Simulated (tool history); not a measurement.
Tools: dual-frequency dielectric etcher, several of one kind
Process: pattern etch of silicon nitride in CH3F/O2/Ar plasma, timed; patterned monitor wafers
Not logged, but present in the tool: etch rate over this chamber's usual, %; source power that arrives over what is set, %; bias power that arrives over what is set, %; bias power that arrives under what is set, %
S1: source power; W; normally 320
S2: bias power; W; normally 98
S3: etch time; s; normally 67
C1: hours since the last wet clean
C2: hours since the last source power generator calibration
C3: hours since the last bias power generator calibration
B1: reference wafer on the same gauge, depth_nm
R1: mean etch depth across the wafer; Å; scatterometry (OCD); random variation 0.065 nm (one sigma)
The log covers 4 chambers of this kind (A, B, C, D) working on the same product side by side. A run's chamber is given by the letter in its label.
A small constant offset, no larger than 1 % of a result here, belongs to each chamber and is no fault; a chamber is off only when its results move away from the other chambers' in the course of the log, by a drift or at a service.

{"run": "1B", "hour": 7.6, "S1": 320, "S2": 98, "S3": 67, "C1": 29.2, "C2": 519.6, "C3": 763.7, "B1": 39.594, "R1": 485.14}
{"run": "2D", "hour": 11.5, "S1": 320, "S2": 98, "S3": 67, "C1": 334.9, "C2": 1654.0, "C3": 1752.5, "B1": 39.585, "R1": 483.34}
{"run": "3A", "hour": 19.8, "S1": 320, "S2": 98, "S3": 67, "C1": 406.7, "C2": 31.2, "C3": 2285.1, "B1": 39.569, "R1": 480.82}
{"run": "4C", "hour": 28.2, "S1": 320, "S2": 98, "S3": 67, "C1": 296.8, "C2": 1026.6, "C3": 1614.5, "B1": 39.557, "R1": 482.33}
{"run": "5C", "hour": 34.4, "S1": 320, "S2": 98, "S3": 67, "C1": 303.0, "C2": 1032.8, "C3": 1620.7, "B1": 39.567, "R1": 482.14}
{"run": "6A", "hour": 38.2, "S1": 320, "S2": 98, "S3": 67, "C1": 425.1, "C2": 49.6, "C3": 2303.5, "B1": 39.553, "R1": 480.95}
{"hour": 39.1, "done": "chamber D: wet clean of the chamber"}
{"run": "7B", "hour": 45.8, "S1": 320, "S2": 89, "S3": 49, "C1": 67.4, "C2": 557.8, "C3": 801.9, "B1": 39.564, "R1": 343.66}
{"run": "8D", "hour": 51.3, "S1": 320, "S2": 89, "S3": 49, "C1": 12.3, "C2": 1693.8, "C3": 1792.3, "B1": 39.552, "R1": 340.38}
{"run": "9B", "hour": 56.1, "S1": 320, "S2": 89, "S3": 49, "C1": 77.7, "C2": 568.1, "C3": 812.2, "B1": 39.546, "R1": 343.39}
{"run": "10D", "hour": 59.9, "S1": 320, "S2": 89, "S3": 49, "C1": 20.9, "C2": 1702.4, "C3": 1800.9, "B1": 39.549, "R1": 341.01}
{"run": "11A", "hour": 67.8, "S1": 320, "S2": 98, "S3": 67, "C1": 454.7, "C2": 79.2, "C3": 2333.1, "B1": 39.535, "R1": 481.1}
{"run": "12C", "hour": 75.7, "S1": 320, "S2": 98, "S3": 67, "C1": 344.3, "C2": 1074.1, "C3": 1662.0, "B1": 39.517, "R1": 481.33}
{"run": "13B", "hour": 80.0, "S1": 320, "S2": 98, "S3": 67, "C1": 101.6, "C2": 592.0, "C3": 836.1, "B1": 39.525, "R1": 485.57}
{"hour": 84.8, "done": "chamber A: wet clean of the chamber"}
{"run": "14C", "hour": 88.2, "S1": 320, "S2": 98, "S3": 67, "C1": 356.8, "C2": 1086.6, "C3": 1674.5, "B1": 39.51, "R1": 481.31}
{"run": "15D", "hour": 93.1, "S1": 320, "S2": 98, "S3": 67, "C1": 54.1, "C2": 1735.6, "C3": 1834.1, "B1": 39.522, "R1": 482.73}
{"run": "16A", "hour": 98.8, "S1": 320, "S2": 98, "S3": 67, "C1": 14.1, "C2": 110.2, "C3": 2364.1, "B1": 39.49, "R1": 479.35}
{"run": "17D", "hour": 106.8, "S1": 350, "S2": 98, "S3": 82, "C1": 67.8, "C2": 1749.3, "C3": 1847.8, "B1": 39.494, "R1": 609.94}
{"run": "18C", "hour": 110.7, "S1": 350, "S2": 98, "S3": 82, "C1": 379.3, "C2": 1109.1, "C3": 1697.0, "B1": 39.491, "R1": 608.14}
{"run": "19A", "hour": 118.8, "S1": 350, "S2": 98, "S3": 82, "C1": 34.1, "C2": 130.2, "C3": 2384.1, "B1": 39.487, "R1": 607.24}
{"run": "20B", "hour": 124.5, "S1": 350, "S2": 98, "S3": 82, "C1": 146.1, "C2": 636.5, "C3": 880.6, "B1": 39.474, "R1": 611.05}
{"run": "21A", "hour": 131.8, "S1": 320, "S2": 98, "S3": 67, "C1": 47.1, "C2": 143.2, "C3": 2397.1, "B1": 39.467, "R1": 480.6}
{"run": "22C", "hour": 137.2, "S1": 320, "S2": 119, "S3": 67, "C1": 405.8, "C2": 1135.6, "C3": 1723.5, "B1": 39.465, "R1": 516.22}
{"run": "23D", "hour": 143.3, "S1": 320, "S2": 119, "S3": 67, "C1": 104.3, "C2": 1785.8, "C3": 1884.3, "B1": 39.454, "R1": 517.56}
{"run": "24B", "hour": 148.1, "S1": 320, "S2": 119, "S3": 67, "C1": 169.7, "C2": 660.1, "C3": 904.2, "B1": 39.463, "R1": 520.89}
{"run": "25A", "hour": 156.2, "S1": 320, "S2": 119, "S3": 67, "C1": 71.5, "C2": 167.6, "C3": 2421.5, "B1": 39.444, "R1": 515.47}
{"run": "26C", "hour": 160.5, "S1": 320, "S2": 98, "S3": 67, "C1": 429.1, "C2": 1158.9, "C3": 1746.8, "B1": 39.435, "R1": 480.24}
{"run": "27B", "hour": 165.8, "S1": 320, "S2": 98, "S3": 67, "C1": 187.4, "C2": 677.8, "C3": 921.9, "B1": 39.439, "R1": 483.74}
{"run": "28D", "hour": 171.1, "S1": 320, "S2": 98, "S3": 67, "C1": 132.1, "C2": 1813.6, "C3": 1912.1, "B1": 39.42, "R1": 479.57}
{"run": "29A", "hour": 176.7, "S1": 320, "S2": 98, "S3": 67, "C1": 92.0, "C2": 188.1, "C3": 2442.0, "B1": 39.414, "R1": 478.4}
{"run": "30C", "hour": 183.4, "S1": 320, "S2": 98, "S3": 67, "C1": 452.0, "C2": 1181.8, "C3": 1769.7, "B1": 39.414, "R1": 481.51}
{"run": "31B", "hour": 190.7, "S1": 320, "S2": 98, "S3": 67, "C1": 212.3, "C2": 702.7, "C3": 946.8, "B1": 39.423, "R1": 483.89}
{"run": "32D", "hour": 197.5, "S1": 320, "S2": 98, "S3": 67, "C1": 158.5, "C2": 1840.0, "C3": 1938.5, "B1": 39.388, "R1": 481.95}
{"run": "33A", "hour": 203.1, "S1": 320, "S2": 98, "S3": 67, "C1": 118.4, "C2": 214.5, "C3": 2468.4, "B1": 39.387, "R1": 478.43}
{"run": "34D", "hour": 208.1, "S1": 320, "S2": 98, "S3": 67, "C1": 169.1, "C2": 1850.6, "C3": 1949.1, "B1": 39.389, "R1": 479.53}
{"run": "35C", "hour": 213.4, "S1": 320, "S2": 98, "S3": 67, "C1": 482.0, "C2": 1211.8, "C3": 1799.7, "B1": 39.398, "R1": 479.45}

Next, every chamber runs the same settings. What will each give?
{"run": "36A", "hour": 219.4, "S1": 320, "S2": 111, "S3": 67, "R1": "?"}
{"run": "36B", "hour": 219.4, "S1": 320, "S2": 111, "S3": 67, "R1": "?"}
{"run": "36C", "hour": 219.4, "S1": 320, "S2": 111, "S3": 67, "R1": "?"}
{"run": "36D", "hour": 219.4, "S1": 320, "S2": 111, "S3": 67, "R1": "?"}

run=36A R1=501.47
run=36B R1=506.11
run=36C R1=501.88
run=36D R1=503.67
